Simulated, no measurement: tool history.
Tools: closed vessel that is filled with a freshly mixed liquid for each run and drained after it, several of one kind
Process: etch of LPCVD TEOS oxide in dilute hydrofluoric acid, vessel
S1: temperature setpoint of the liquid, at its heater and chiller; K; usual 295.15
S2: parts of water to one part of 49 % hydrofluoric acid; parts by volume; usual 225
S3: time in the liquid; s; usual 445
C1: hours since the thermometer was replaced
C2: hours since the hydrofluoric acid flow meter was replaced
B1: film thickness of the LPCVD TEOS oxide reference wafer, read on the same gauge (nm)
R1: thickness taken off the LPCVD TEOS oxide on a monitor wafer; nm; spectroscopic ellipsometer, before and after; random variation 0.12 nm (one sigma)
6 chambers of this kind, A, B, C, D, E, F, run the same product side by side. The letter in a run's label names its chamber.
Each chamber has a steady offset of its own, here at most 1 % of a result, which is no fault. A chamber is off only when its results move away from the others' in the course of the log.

{"run": "1E", "hour": 6.3, "S1": 295.15, "S2": 225, "S3": 445, "C1": 106.6, "C2": 1725.2, "B1": 90.007, "R1": 27.063}
{"run": "2A", "hour": 12.8, "S1": 295.15, "S2": 225, "S3": 445, "C1": 376.1, "C2": 585.7, "B1": 90.015, "R1": 27.075}
{"run": "3B", "hour": 20.9, "S1": 295.15, "S2": 225, "S3": 445, "C1": 933.3, "C2": 557.1, "B1": 89.982, "R1": 26.794}
{"run": "4F", "hour": 29.3, "S1": 295.15, "S2": 225, "S3": 445, "C1": 2112.8, "C2": 499.7, "B1": 89.993, "R1": 26.853}
{"run": "5C", "hour": 33.8, "S1": 295.15, "S2": 225, "S3": 445, "C1": 244.0, "C2": 431.8, "B1": 90.0, "R1": 26.772}
{"run": "6D", "hour": 39.8, "S1": 295.15, "S2": 225, "S3": 445, "C1": 1192.8, "C2": 328.1, "B1": 89.995, "R1": 27.01}
{"run": "7C", "hour": 43.8, "S1": 295.15, "S2": 225, "S3": 445, "C1": 254.0, "C2": 441.8, "B1": 89.987, "R1": 26.657}
{"run": "8B", "hour": 50.8, "S1": 290.65, "S2": 225, "S3": 355, "C1": 963.2, "C2": 587.0, "B1": 90.003, "R1": 18.121}
{"run": "9F", "hour": 55.8, "S1": 290.65, "S2": 225, "S3": 355, "C1": 2139.3, "C2": 526.2, "B1": 90.005, "R1": 18.029}
{"run": "10D", "hour": 64.0, "S1": 290.65, "S2": 225, "S3": 355, "C1": 1217.0, "C2": 352.3, "B1": 90.01, "R1": 18.278}
{"run": "11E", "hour": 71.3, "S1": 290.65, "S2": 225, "S3": 355, "C1": 171.6, "C2": 1790.2, "B1": 89.996, "R1": 18.09}
{"run": "12A", "hour": 77.9, "S1": 290.65, "S2": 225, "S3": 355, "C1": 441.2, "C2": 650.8, "B1": 89.989, "R1": 18.163}
{"run": "13E", "hour": 81.9, "S1": 290.65, "S2": 225, "S3": 355, "C1": 182.2, "C2": 1800.8, "B1": 90.006, "R1": 18.195}
{"run": "14F", "hour": 86.8, "S1": 291.65, "S2": 225, "S3": 300, "C1": 2170.3, "C2": 557.2, "B1": 90.01, "R1": 15.777}
{"run": "15A", "hour": 94.9, "S1": 291.65, "S2": 225, "S3": 300, "C1": 458.2, "C2": 667.8, "B1": 90.022, "R1": 15.862}
{"run": "16B", "hour": 103.1, "S1": 291.65, "S2": 225, "S3": 300, "C1": 1015.5, "C2": 639.3, "B1": 90.0, "R1": 16.096}
{"run": "17C", "hour": 108.6, "S1": 291.65, "S2": 225, "S3": 300, "C1": 318.8, "C2": 506.6, "B1": 90.012, "R1": 15.657}
{"run": "18D", "hour": 116.6, "S1": 291.65, "S2": 225, "S3": 300, "C1": 1269.6, "C2": 404.9, "B1": 89.977, "R1": 16.005}
{"run": "19F", "hour": 124.7, "S1": 291.65, "S2": 225, "S3": 300, "C1": 2208.2, "C2": 595.1, "B1": 89.987, "R1": 15.768}
{"run": "20E", "hour": 128.7, "S1": 292.65, "S2": 225, "S3": 675, "C1": 229.0, "C2": 1847.6, "B1": 90.003, "R1": 37.205}
{"run": "21A", "hour": 135.8, "S1": 292.65, "S2": 225, "S3": 675, "C1": 499.1, "C2": 708.7, "B1": 90.01, "R1": 37.31}
{"run": "22B", "hour": 140.0, "S1": 292.65, "S2": 225, "S3": 675, "C1": 1052.4, "C2": 676.2, "B1": 89.981, "R1": 38.545}
{"hour": 141.3, "done": "chamber F: thermometer replaced"}
{"run": "23D", "hour": 145.9, "S1": 292.65, "S2": 225, "S3": 675, "C1": 1298.9, "C2": 434.2, "B1": 90.009, "R1": 37.583}
{"run": "24C", "hour": 154.5, "S1": 292.65, "S2": 225, "S3": 675, "C1": 364.7, "C2": 552.5, "B1": 90.01, "R1": 36.928}
{"run": "25A", "hour": 162.8, "S1": 292.65, "S2": 225, "S3": 675, "C1": 526.1, "C2": 735.7, "B1": 89.982, "R1": 37.563}
{"run": "26D", "hour": 171.1, "S1": 295.15, "S2": 180, "S3": 315, "C1": 1324.1, "C2": 459.4, "B1": 90.009, "R1": 25.255}
{"run": "27E", "hour": 178.1, "S1": 295.15, "S2": 180, "S3": 315, "C1": 278.4, "C2": 1897.0, "B1": 90.002, "R1": 25.179}
{"run": "28F", "hour": 186.4, "S1": 295.15, "S2": 180, "S3": 315, "C1": 45.2, "C2": 656.8, "B1": 90.0, "R1": 25.063}
{"run": "29B", "hour": 192.6, "S1": 295.15, "S2": 180, "S3": 315, "C1": 1105.0, "C2": 728.8, "B1": 89.995, "R1": 25.977}
{"run": "30C", "hour": 198.3, "S1": 295.15, "S2": 180, "S3": 315, "C1": 408.5, "C2": 596.3, "B1": 89.993, "R1": 24.599}
{"run": "31E", "hour": 202.9, "S1": 295.15, "S2": 180, "S3": 315, "C1": 303.2, "C2": 1921.8, "B1": 89.995, "R1": 24.84}
{"run": "32F", "hour": 207.6, "S1": 295.15, "S2": 260, "S3": 445, "C1": 66.4, "C2": 678.0, "B1": 89.983, "R1": 22.147}
{"run": "33B", "hour": 211.9, "S1": 295.15, "S2": 260, "S3": 445, "C1": 1124.3, "C2": 748.1, "B1": 90.001, "R1": 23.663}
{"run": "34C", "hour": 215.8, "S1": 295.15, "S2": 260, "S3": 445, "C1": 426.0, "C2": 613.8, "B1": 89.995, "R1": 22.317}
{"run": "35D", "hour": 221.0, "S1": 295.15, "S2": 260, "S3": 445, "C1": 1374.0, "C2": 509.3, "B1": 90.025, "R1": 22.653}
{"run": "36A", "hour": 228.7, "S1": 295.15, "S2": 260, "S3": 445, "C1": 592.0, "C2": 801.6, "B1": 90.005, "R1": 22.582}
{"run": "37F", "hour": 236.9, "S1": 295.15, "S2": 260, "S3": 445, "C1": 95.7, "C2": 707.3, "B1": 90.0, "R1": 22.22}

All 6 chambers run these settings next. Forecast each chamber's results:
{"run": "38A", "hour": 243.3, "S1": 295.15, "S2": 225, "S3": 445, "R1": "?"}
{"run": "38B", "hour": 243.3, "S1": 295.15, "S2": 225, "S3": 445, "R1": "?"}
{"run": "38C", "hour": 243.3, "S1": 295.15, "S2": 225, "S3": 445, "R1": "?"}
{"run": "38D", "hour": 243.3, "S1": 295.15, "S2": 225, "S3": 445, "R1": "?"}
{"run": "38E", "hour": 243.3, "S1": 295.15, "S2": 225, "S3": 445, "R1": "?"}
{"run": "38F", "hour": 243.3, "S1": 295.15, "S2": 225, "S3": 445, "R1": "?"}

run=38A R1=27.097
run=38B R1=28.642
run=38C R1=26.541
run=38D R1=27.111
run=38E R1=26.833
run=38F R1=26.854

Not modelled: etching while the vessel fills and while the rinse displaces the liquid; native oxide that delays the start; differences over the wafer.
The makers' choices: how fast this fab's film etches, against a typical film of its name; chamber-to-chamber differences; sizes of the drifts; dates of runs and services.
